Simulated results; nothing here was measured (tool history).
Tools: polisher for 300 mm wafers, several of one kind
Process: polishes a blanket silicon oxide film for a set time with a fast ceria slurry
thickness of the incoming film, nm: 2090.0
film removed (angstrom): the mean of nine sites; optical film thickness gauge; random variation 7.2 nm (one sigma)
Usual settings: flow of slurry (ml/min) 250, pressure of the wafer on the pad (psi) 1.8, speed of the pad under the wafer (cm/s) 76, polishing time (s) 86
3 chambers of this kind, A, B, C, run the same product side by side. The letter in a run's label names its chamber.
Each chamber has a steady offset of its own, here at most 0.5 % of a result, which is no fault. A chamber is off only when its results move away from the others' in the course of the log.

run,hour,flow of slurry (ml/min),pressure of the wafer on the pad (psi),speed of the pad under the wafer (cm/s),polishing time (s),film removed (angstrom)
1B,4.1,250,1.8,76,86,6864.8
2A,8.4,250,1.8,76,86,6804.8
3C,10.7,250,1.8,76,86,6667.7
4A,13.8,250,1.8,76,86,6695.3
5B,18.2,250,1.8,76,86,6834.2
6C,21.3,250,1.8,76,86,6840.5
7A,25.8,250,1.8,76,86,6703.7
8C,30.0,250,1.8,92,86,8148.0
9B,34.1,250,1.8,92,86,8213.5
10B,37.1,250,1.8,92,86,8337.5
11C,41.6,250,1.8,76,86,6719.6
# hour 42.5: chamber B: head pressure recalibrated
12A,44.1,250,2.1,64,86,6556.7
# hour 46.5: chamber C: slurry nozzle cleaned
13C,48.4,250,2.1,64,86,6523.8
14A,51.4,250,2.1,64,86,6506.6
15B,54.5,250,1.8,76,86,7513.2
16C,59.2,250,1.8,76,86,6628.1
17A,61.9,250,1.8,76,86,6843.7
18B,64.4,250,1.8,76,86,7475.1
19B,67.8,250,1.8,76,86,7459.1
20A,70.4,310,1.8,76,57,4605.1
21C,74.0,310,1.8,76,57,4505.5
22B,77.7,310,1.8,76,57,5239.1
23A,80.7,250,1.8,76,86,6763.0
24C,84.0,250,1.8,76,86,6797.0
25C,87.1,250,1.8,76,86,6683.1
26B,90.6,250,1.8,76,86,7552.1
27A,93.4,250,1.8,76,86,6808.2
28C,96.0,250,1.8,76,86,6653.3
29A,98.3,250,1.8,76,86,6742.8
30B,100.4,250,1.8,76,86,7547.2

What goes on in this fleet: one chamber off, a drifting gauge, or nothing beyond the chambers' own small offsets? Name the chamber and the cause, if any.

A service left chamber B off against the others.
Cause: head's pressure above its setpoint, % = 11.2.

Here are 4 candidates for chamber B's next run, each the usual settings with a change, their results left as question marks. Which one brings its results back in line with what the others give on the usual settings?
In line means no further than this from the other chambers' mean on the usual settings: film removed (angstrom) 250.0
31B-1,103.8,245,1.6,76,77,?
31B-2,103.8,250,1.7,72,86,?
31B-3,103.8,255,1.9,82,94,?
31B-4,103.8,250,1.9,80,86,?

The other chambers' mean on the usual settings: film removed (angstrom) 6742.1
run,film removed (angstrom)
31B-1,5962.9
31B-2,6719.4
31B-3,9402.1
31B-4,8371.6
31B-2 brings the chamber back in line.

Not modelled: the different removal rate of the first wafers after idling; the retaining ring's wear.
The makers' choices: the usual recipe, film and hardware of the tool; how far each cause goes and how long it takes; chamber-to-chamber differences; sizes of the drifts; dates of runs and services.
